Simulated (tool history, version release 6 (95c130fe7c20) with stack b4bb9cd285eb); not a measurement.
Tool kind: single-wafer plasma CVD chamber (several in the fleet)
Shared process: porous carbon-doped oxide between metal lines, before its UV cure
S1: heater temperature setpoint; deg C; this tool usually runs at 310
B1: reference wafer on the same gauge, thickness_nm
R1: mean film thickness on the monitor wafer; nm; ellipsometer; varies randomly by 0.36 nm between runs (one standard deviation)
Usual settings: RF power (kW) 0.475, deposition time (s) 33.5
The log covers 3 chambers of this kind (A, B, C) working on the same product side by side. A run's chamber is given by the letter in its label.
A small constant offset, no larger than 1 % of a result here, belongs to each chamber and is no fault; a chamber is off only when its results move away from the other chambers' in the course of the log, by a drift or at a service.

run 1B day=0.346 | S1=310 RF_power_(kW)=0.475 deposition_time_(s)=33.5 | B1=136.03 | R1=165.18
run 2C day=0.912 | S1=310 RF_power_(kW)=0.475 deposition_time_(s)=33.5 | B1=135.99 | R1=163.73
run 3A day=1.300 | S1=310 RF_power_(kW)=0.475 deposition_time_(s)=33.5 | B1=135.97 | R1=163.40
run 4C day=1.800 | S1=310 RF_power_(kW)=0.475 deposition_time_(s)=33.5 | B1=135.96 | R1=163.59
run 5B day=2.200 | S1=310 RF_power_(kW)=0.525 deposition_time_(s)=33.5 | B1=136.02 | R1=176.86
run 6A day=2.825 | S1=310 RF_power_(kW)=0.525 deposition_time_(s)=33.5 | B1=136.00 | R1=174.92
run 7B day=3.329 | S1=310 RF_power_(kW)=0.525 deposition_time_(s)=33.5 | B1=135.95 | R1=176.18
run 8C day=3.867 | S1=310 RF_power_(kW)=0.475 deposition_time_(s)=33.5 | B1=136.10 | R1=163.29
run 9A day=4.462 | S1=310 RF_power_(kW)=0.475 deposition_time_(s)=33.5 | B1=136.11 | R1=163.83
run 10C day=4.979 | S1=310 RF_power_(kW)=0.475 deposition_time_(s)=33.5 | B1=136.02 | R1=163.43
run 11B day=5.312 | S1=324 RF_power_(kW)=0.515 deposition_time_(s)=33.5 | B1=136.00 | R1=161.60
run 12A day=5.725 | S1=324 RF_power_(kW)=0.515 deposition_time_(s)=33.5 | B1=135.93 | R1=161.80
-- day=6.146 chamber B: thermocouple changed; heater temperature recalibrated
run 13A day=6.354 | S1=324 RF_power_(kW)=0.515 deposition_time_(s)=33.5 | B1=135.94 | R1=161.09
run 14C day=6.746 | S1=310 RF_power_(kW)=0.475 deposition_time_(s)=33.5 | B1=135.93 | R1=163.70
-- day=7.146 chamber B: RF generator calibrated
run 15B day=7.300 | S1=310 RF_power_(kW)=0.475 deposition_time_(s)=33.5 | B1=136.03 | R1=166.41
run 16A day=7.638 | S1=310 RF_power_(kW)=0.475 deposition_time_(s)=33.5 | B1=135.97 | R1=163.55
run 17B day=8.033 | S1=310 RF_power_(kW)=0.475 deposition_time_(s)=33.5 | B1=136.04 | R1=167.50
run 18C day=8.450 | S1=310 RF_power_(kW)=0.475 deposition_time_(s)=33.5 | B1=135.99 | R1=163.21
run 19A day=8.821 | S1=316 RF_power_(kW)=0.565 deposition_time_(s)=33.5 | B1=135.93 | R1=178.35
run 20C day=9.354 | S1=316 RF_power_(kW)=0.565 deposition_time_(s)=33.5 | B1=136.02 | R1=177.59
-- day=9.504 chamber C: RF generator calibrated
run 21B day=9.658 | S1=316 RF_power_(kW)=0.565 deposition_time_(s)=33.5 | B1=136.00 | R1=182.96
run 22A day=10.104 | S1=310 RF_power_(kW)=0.475 deposition_time_(s)=33.5 | B1=136.07 | R1=163.30
run 23B day=10.425 | S1=310 RF_power_(kW)=0.475 deposition_time_(s)=33.5 | B1=136.01 | R1=167.35
run 24C day=10.821 | S1=310 RF_power_(kW)=0.475 deposition_time_(s)=33.5 | B1=135.96 | R1=164.01
run 25C day=11.421 | S1=310 RF_power_(kW)=0.475 deposition_time_(s)=33.5 | B1=136.05 | R1=163.00
run 26B day=11.888 | S1=310 RF_power_(kW)=0.475 deposition_time_(s)=33.5 | B1=135.95 | R1=166.67
run 27A day=12.225 | S1=310 RF_power_(kW)=0.475 deposition_time_(s)=33.5 | B1=136.07 | R1=163.92

For the next run the whole fleet of 3 chambers uses the same settings. Give each chamber's results:
run 28A day=12.679 | S1=310 RF_power_(kW)=0.555 deposition_time_(s)=33.5 | R1=?
run 28B day=12.679 | S1=310 RF_power_(kW)=0.555 deposition_time_(s)=33.5 | R1=?
run 28C day=12.679 | S1=310 RF_power_(kW)=0.555 deposition_time_(s)=33.5 | R1=?

run=28A R1=182.04
run=28B R1=186.47
run=28C R1=182.36
